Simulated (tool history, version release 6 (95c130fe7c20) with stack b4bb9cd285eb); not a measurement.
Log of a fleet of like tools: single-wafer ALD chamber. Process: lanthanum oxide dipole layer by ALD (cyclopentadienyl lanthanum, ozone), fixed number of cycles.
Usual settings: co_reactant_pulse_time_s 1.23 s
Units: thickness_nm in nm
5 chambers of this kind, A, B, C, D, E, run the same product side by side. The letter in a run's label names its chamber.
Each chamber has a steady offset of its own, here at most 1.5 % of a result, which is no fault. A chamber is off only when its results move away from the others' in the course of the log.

| run | day | co_reactant_pulse_time_s | hours since the last thermocouple change | hours since the last ozone generator service | read-back reference wafer on the same gauge, thickness_nm | thickness_nm |
|---|---|---|---|---|---|---|
| 1A | 0.354 | 1.23 | 1341.5 | 279.4 | 0.53478 | 0.52325 |
| 2C | 0.588 | 1.23 | 53.3 | 1142.9 | 0.53465 | 0.53395 |
| 3B | 0.792 | 1.23 | 908.7 | 506.5 | 0.53487 | 0.52732 |
| 4E | 0.996 | 1.23 | 1891.8 | 907.1 | 0.53486 | 0.53306 |
| 5D | 1.258 | 1.23 | 1397.3 | 560.4 | 0.53462 | 0.52108 |
| 6E | 1.629 | 1.23 | 1907 | 922.3 | 0.53508 | 0.53156 |
| 7C | 1.833 | 1.23 | 83.2 | 1172.8 | 0.53523 | 0.53486 |
| 8A | 2.179 | 1.23 | 1385.3 | 323.2 | 0.5351 | 0.5246 |
| 9D | 2.421 | 1.23 | 1425.2 | 588.3 | 0.53543 | 0.52596 |
| 10B | 2.712 | 1.52 | 954.8 | 552.6 | 0.5348 | 0.55117 |
| 11C | 2.933 | 1.52 | 109.6 | 1199.2 | 0.5347 | 0.55447 |
| 12E | 3.188 | 1.52 | 1944.4 | 959.7 | 0.53507 | 0.55409 |
| 13B | 3.404 | 1.52 | 971.4 | 569.2 | 0.53452 | 0.54985 |
| 14D | 3.754 | 1.52 | 1457.2 | 620.3 | 0.53531 | 0.54714 |
| 15A | 4.142 | 1.23 | 1432.4 | 370.3 | 0.53528 | 0.52519 |
| 16E | 4.4 | 1.23 | 1973.5 | 988.8 | 0.53449 | 0.52782 |
| 17A | 4.579 | 1.23 | 1442.9 | 380.8 | 0.53496 | 0.52624 |
| 18D | 4.804 | 1.23 | 1482.4 | 645.5 | 0.5347 | 0.52304 |
| 19C | 5.058 | 1.23 | 160.6 | 1250.2 | 0.53534 | 0.53293 |
| 20B | 5.271 | 1.23 | 1016.2 | 614 | 0.53474 | 0.52961 |
|  | 5.525 | chamber E: ozone generator serviced |
| 21B | 5.525 | 1.23 | 1022.3 | 620.1 | 0.53457 | 0.52732 |
| 22D | 5.883 | 1.23 | 1508.3 | 671.4 | 0.53497 | 0.52721 |
| 23C | 6.129 | 1.23 | 186.3 | 1275.9 | 0.53552 | 0.53684 |
| 24A | 6.533 | 1.23 | 1489.8 | 427.7 | 0.53527 | 0.52138 |
| 25E | 6.896 | 1.23 | 2033.4 | 32.9 | 0.53454 | 0.52567 |
| 26D | 7.225 | 1.23 | 1540.5 | 703.6 | 0.53492 | 0.52482 |
| 27B | 7.462 | 1.23 | 1068.8 | 666.6 | 0.53489 | 0.53073 |
| 28A | 7.862 | 1.23 | 1521.7 | 459.6 | 0.53516 | 0.52668 |
| 29E | 8.192 | 1.23 | 2064.5 | 64 | 0.53508 | 0.53077 |
| 30C | 8.588 | 1.23 | 245.3 | 1334.9 | 0.53519 | 0.53679 |
| 31D | 8.792 | 1.23 | 1578.1 | 741.2 | 0.53516 | 0.52889 |
| 32C | 9.15 | 1.23 | 258.8 | 1348.4 | 0.53496 | 0.53565 |
| 33E | 9.558 | 1.23 | 2097.3 | 96.8 | 0.53537 | 0.53239 |

Is one chamber off against the others, does the gauge drift, or is nothing wrong? If a chamber is off, say which, and what the likeliest cause is.

No chamber stands off beyond its own small offset, and the gauge holds steady.

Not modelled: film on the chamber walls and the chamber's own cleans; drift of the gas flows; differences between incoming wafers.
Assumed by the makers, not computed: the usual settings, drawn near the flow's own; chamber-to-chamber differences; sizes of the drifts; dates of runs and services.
